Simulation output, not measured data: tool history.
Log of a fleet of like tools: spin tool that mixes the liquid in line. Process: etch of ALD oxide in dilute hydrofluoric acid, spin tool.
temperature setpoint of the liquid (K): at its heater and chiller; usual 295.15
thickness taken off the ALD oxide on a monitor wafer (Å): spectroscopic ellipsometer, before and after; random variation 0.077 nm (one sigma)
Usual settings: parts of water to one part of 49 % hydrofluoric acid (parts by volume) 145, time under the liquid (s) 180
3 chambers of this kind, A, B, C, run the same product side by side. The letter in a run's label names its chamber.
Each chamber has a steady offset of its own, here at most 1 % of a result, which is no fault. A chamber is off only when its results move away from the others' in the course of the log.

run,day,temperature setpoint of the liquid (K),parts of water to one part of 49 % hydrofluoric acid (parts by volume),time under the liquid (s),hours since the thermometer was replaced,hours since the hydrofluoric acid flow meter was replaced,"read-back film thickness of the ALD oxide reference wafer, read on the same gauge (nm)",thickness taken off the ALD oxide on a monitor wafer (Å)
1C,0.296,295.15,145,180,1848.7,1049.0,139.98,237.18
2A,0.508,295.15,145,180,1509.6,780.9,140.00,237.35
3B,0.988,295.15,145,180,556.6,767.2,139.99,236.42
4B,1.400,295.15,145,180,566.5,777.1,140.01,237.43
5A,1.854,295.15,145,180,1541.9,813.2,139.98,239.01
6C,2.104,295.15,145,180,1892.1,1092.4,139.97,237.12
7B,2.321,295.15,145,180,588.6,799.2,139.97,235.12
8A,2.638,295.15,145,180,1560.7,832.0,139.98,238.03
9C,3.012,295.15,145,180,1913.9,1114.2,140.02,236.61
10B,3.312,295.15,145,180,612.4,823.0,140.04,236.28
# day 3.492: chamber C: hydrofluoric acid flow meter replaced
11A,3.633,295.15,145,180,1584.6,855.9,140.00,235.09
12C,3.917,295.15,175,120,1935.6,10.3,139.98,126.46
13B,4.221,295.15,175,120,634.2,844.8,140.00,127.64
14A,4.488,295.15,175,120,1605.1,876.4,139.97,125.20
15C,4.808,295.15,145,180,1957.0,31.7,140.03,237.67
16C,5.033,295.15,145,275,1962.4,37.1,140.05,361.44
17A,5.279,295.15,145,275,1624.1,895.4,140.01,356.22
18B,5.621,295.15,145,275,667.8,878.4,140.01,361.86
19C,6.067,295.15,145,180,1987.2,61.9,140.02,235.82
20A,6.371,295.15,145,180,1650.3,921.6,139.98,230.78
21B,6.679,295.15,145,180,693.2,903.8,140.01,235.85
22C,7.042,295.15,145,180,2010.6,85.3,139.99,237.42
23A,7.462,295.15,145,180,1676.5,947.8,140.03,227.35
24B,7.879,295.15,145,180,722.0,932.6,140.04,235.56

Next, every chamber runs the same settings. What will each give?
25A,8.229,295.15,145,275,,,,?
25B,8.229,295.15,145,275,,,,?
25C,8.229,295.15,145,275,,,,?

run,thickness taken off the ALD oxide on a monitor wafer (Å)
25A,346.23
25B,359.93
25C,363.39
